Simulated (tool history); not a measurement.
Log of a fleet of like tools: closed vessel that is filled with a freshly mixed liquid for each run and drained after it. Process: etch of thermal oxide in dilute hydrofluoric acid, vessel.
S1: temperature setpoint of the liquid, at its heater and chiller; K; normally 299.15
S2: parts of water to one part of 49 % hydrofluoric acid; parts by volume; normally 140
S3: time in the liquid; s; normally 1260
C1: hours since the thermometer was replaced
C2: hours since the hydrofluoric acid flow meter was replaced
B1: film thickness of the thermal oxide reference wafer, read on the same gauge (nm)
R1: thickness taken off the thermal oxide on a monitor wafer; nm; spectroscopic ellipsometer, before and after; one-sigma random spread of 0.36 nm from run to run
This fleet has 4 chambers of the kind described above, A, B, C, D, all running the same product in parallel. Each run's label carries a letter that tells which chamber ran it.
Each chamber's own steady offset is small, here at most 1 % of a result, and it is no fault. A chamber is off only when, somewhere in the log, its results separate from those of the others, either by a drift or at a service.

Run 1A, hour 5.4: usual settings; C1 1688.2; C2 1083.6; B1 69.998. Result: R1 47.135 nm.
Run 2C, hour 16.6: usual settings; C1 1062.5; C2 405.6; B1 70.008. Result: R1 45.708 nm.
Run 3B, hour 23.1: usual settings; C1 70.1; C2 312.1; B1 70.017. Result: R1 45.767 nm.
Run 4D, hour 33.2: usual settings; C1 1707.2; C2 779; B1 70.035. Result: R1 46.43 nm.
Run 5A, hour 39.6: usual settings; C1 1722.4; C2 1117.8; B1 70.008. Result: R1 47.185 nm.
Run 6D, hour 47.8: usual settings; C1 1721.8; C2 793.6; B1 70.024. Result: R1 45.572 nm.
Run 7B, hour 56.9: usual settings; C1 103.9; C2 345.9; B1 70.011. Result: R1 45.793 nm.
Run 8C, hour 64.9: usual settings; C1 1110.8; C2 453.9; B1 69.983. Result: R1 46.418 nm.
Run 9B, hour 72.4: usual settings; C1 119.4; C2 361.4; B1 70.003. Result: R1 45.636 nm.
Run 10D, hour 79.4: usual settings; C1 1753.4; C2 825.2; B1 69.983. Result: R1 46.035 nm.
Run 11C, hour 85.6: usual settings but S1 303.15 K, S3 1575 s; C1 1131.5; C2 474.6; B1 69.993. Result: R1 67.101 nm.
Run 12A, hour 95.3: usual settings but S1 303.15 K, S3 1575 s; C1 1778.1; C2 1173.5; B1 70.012. Result: R1 67.727 nm.
Run 13C, hour 103.9: usual settings but S1 303.15 K, S3 1575 s; C1 1149.8; C2 492.9; B1 70.028. Result: R1 67.838 nm.
Run 14D, hour 114.8: usual settings but S1 303.15 K, S3 1575 s; C1 1788.8; C2 860.6; B1 69.972. Result: R1 67.563 nm.
Run 15A, hour 125: usual settings; C1 1807.8; C2 1203.2; B1 69.999. Result: R1 46.491 nm.
Run 16B, hour 133.2: usual settings; C1 180.2; C2 422.2; B1 70.008. Result: R1 44.903 nm.
Run 17D, hour 139.8: usual settings; C1 1813.8; C2 885.6; B1 70.01. Result: R1 45.878 nm.
At hour 144.9: chamber D: thermometer replaced.
Run 18A, hour 145.7: usual settings; C1 1828.5; C2 1223.9; B1 70.025. Result: R1 46.223 nm.
Run 19C, hour 154.2: usual settings; C1 1200.1; C2 543.2; B1 69.942. Result: R1 45.39 nm.
Run 20B, hour 161.3: usual settings but S1 296.15 K; C1 208.3; C2 450.3; B1 69.978. Result: R1 39.644 nm.
Run 21B, hour 168.8: usual settings but S1 296.15 K; C1 215.8; C2 457.8; B1 70.031. Result: R1 39.951 nm.
Run 22D, hour 178.8: usual settings but S1 296.15 K; C1 33.9; C2 924.6; B1 69.973. Result: R1 40.776 nm.
Run 23A, hour 188.2: usual settings but S1 296.15 K; C1 1871; C2 1266.4; B1 70.013. Result: R1 41.925 nm.
Run 24C, hour 199.5: usual settings; C1 1245.4; C2 588.5; B1 70.027. Result: R1 45.956 nm.
At hour 205.8: chamber A: hydrofluoric acid flow meter replaced.
Run 25B, hour 209: usual settings but S1 297.65 K; C1 256; C2 498; B1 69.996. Result: R1 41.285 nm.
Run 26D, hour 220.5: usual settings but S1 297.65 K; C1 75.6; C2 966.3; B1 70.008. Result: R1 43.613 nm.
Run 27A, hour 227.3: usual settings but S1 297.65 K; C1 1910.1; C2 21.5; B1 69.973. Result: R1 44.274 nm.

Next, every chamber runs the same settings. What will each give?
Run 28A, hour 235.5: usual settings. Result: R1 ?.
Run 28B, hour 235.5: usual settings. Result: R1 ?.
Run 28C, hour 235.5: usual settings. Result: R1 ?.
Run 28D, hour 235.5: usual settings. Result: R1 ?.

run      R1
28A  47.107
28B  42.282
28C  45.924
28D  45.985
